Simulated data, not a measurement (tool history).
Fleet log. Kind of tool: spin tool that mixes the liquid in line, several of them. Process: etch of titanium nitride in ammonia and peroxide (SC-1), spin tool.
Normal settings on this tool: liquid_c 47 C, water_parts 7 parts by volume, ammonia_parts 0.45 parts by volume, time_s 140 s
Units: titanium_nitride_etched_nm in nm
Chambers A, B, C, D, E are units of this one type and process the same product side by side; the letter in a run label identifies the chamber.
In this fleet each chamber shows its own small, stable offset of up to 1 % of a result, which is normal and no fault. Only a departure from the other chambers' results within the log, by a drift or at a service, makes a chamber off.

run	hour	liquid_c	water_parts	ammonia_parts	time_s	read-back film thickness of the titanium nitride reference wafer, read on the same gauge (nm)	titanium_nitride_etched_nm
1E	12.3	47	7	0.45	140	150.01	4.5264
2A	25	47	7	0.45	140	150.02	4.5489
3B	32	47	7	0.45	140	150	4.5459
4C	45.7	47	7	0.45	140	150	4.5073
5D	59.1	47	7	0.65	140	149.99	4.8864
6B	73.9	47	7	0.65	140	149.99	4.8185
# hour 80.6: chamber A: ammonia flow meter replaced
7E	80.9	47	7	0.65	140	150.01	4.7935
8C	92.7	47	7	0.65	140	150.02	4.8105
# hour 96.4: chamber D: new drum of ammonia solution connected
9D	107.5	47	7	0.65	140	150.01	4.868
# hour 109.3: chamber D: ammonia flow meter replaced
# hour 110: chamber E: thermometer replaced
10A	123.7	47	7	0.45	140	150	4.5392
11A	137.3	47	7	0.45	140	149.99	4.604
12D	150.9	47	7	0.45	140	150.01	4.5879
13B	165.4	47	7	0.45	140	149.99	4.5216
14E	181.4	47	7	0.45	140	149.99	4.5178
15C	192.7	47	7	0.45	140	150	4.5059
# hour 200.8: chamber E: heated supply line repaired
# hour 205: chamber C: new drum of ammonia solution connected
16E	205.6	47	7	0.45	140	149.99	4.5342
17C	214	47	7	0.45	140	150.01	4.5567
18D	229.4	47	7	0.35	80	149.98	2.5175
19A	241.4	47	7	0.35	80	149.99	2.5056
20B	256.2	47	7	0.35	80	149.99	2.4851
# hour 260.6: chamber B: new drum of ammonia solution connected
# hour 266.7: chamber A: thermometer replaced
21A	272.4	47	7	0.35	80	149.99	2.467
22B	288.3	47	7	0.35	80	150.03	2.4837
# hour 290.9: chamber E: new drum of ammonia solution connected
23D	297.1	47	7	0.45	140	150.01	4.5376
24C	313.1	47	7	0.45	140	150.01	4.4946
25E	320.1	47	7	0.45	140	149.97	4.5434
26C	331.6	47	7	0.45	140	149.97	4.4514
27A	341.8	47	7	0.45	140	150.01	4.5722
28B	353.2	39	7	0.3	140	150.03	2.3724
29E	368.3	39	7	0.3	140	150.01	2.3467
30D	383.2	39	7	0.3	140	150.01	2.3609
# hour 390.7: chamber B: heated supply line repaired
31C	391.8	39	7	0.3	140	149.99	2.369
32D	404	39	7	0.3	140	150	2.3744
33E	416.9	47	7	0.45	140	149.99	4.5514
34A	431.9	47	7	0.45	140	150.02	4.5698
35B	445.8	47	7	0.45	140	150.02	4.5431
36E	461.3	47	7	0.45	195	150	6.2744
# hour 463.5: chamber C: new drum of ammonia solution connected
37A	476.6	47	7	0.45	195	149.98	6.4362
38B	488.4	47	7	0.45	195	150.02	6.2831
39D	496.5	47	7	0.45	195	150	6.4309
40C	506.5	47	7	0.45	195	150.02	6.3068
41A	515.2	47	7	0.45	140	149.98	4.5549
42C	525.2	47	7	0.45	140	150.02	4.4927
43E	539.4	47	7	0.45	205	150.03	6.6257
44B	554.3	47	7	0.45	205	149.97	6.6354

Is one chamber off against the others, does the gauge drift, or is nothing wrong? If a chamber is off, say which, and what the likeliest cause is.

All chambers stay in line apart from their small fixed offsets, and the gauge does not drift.
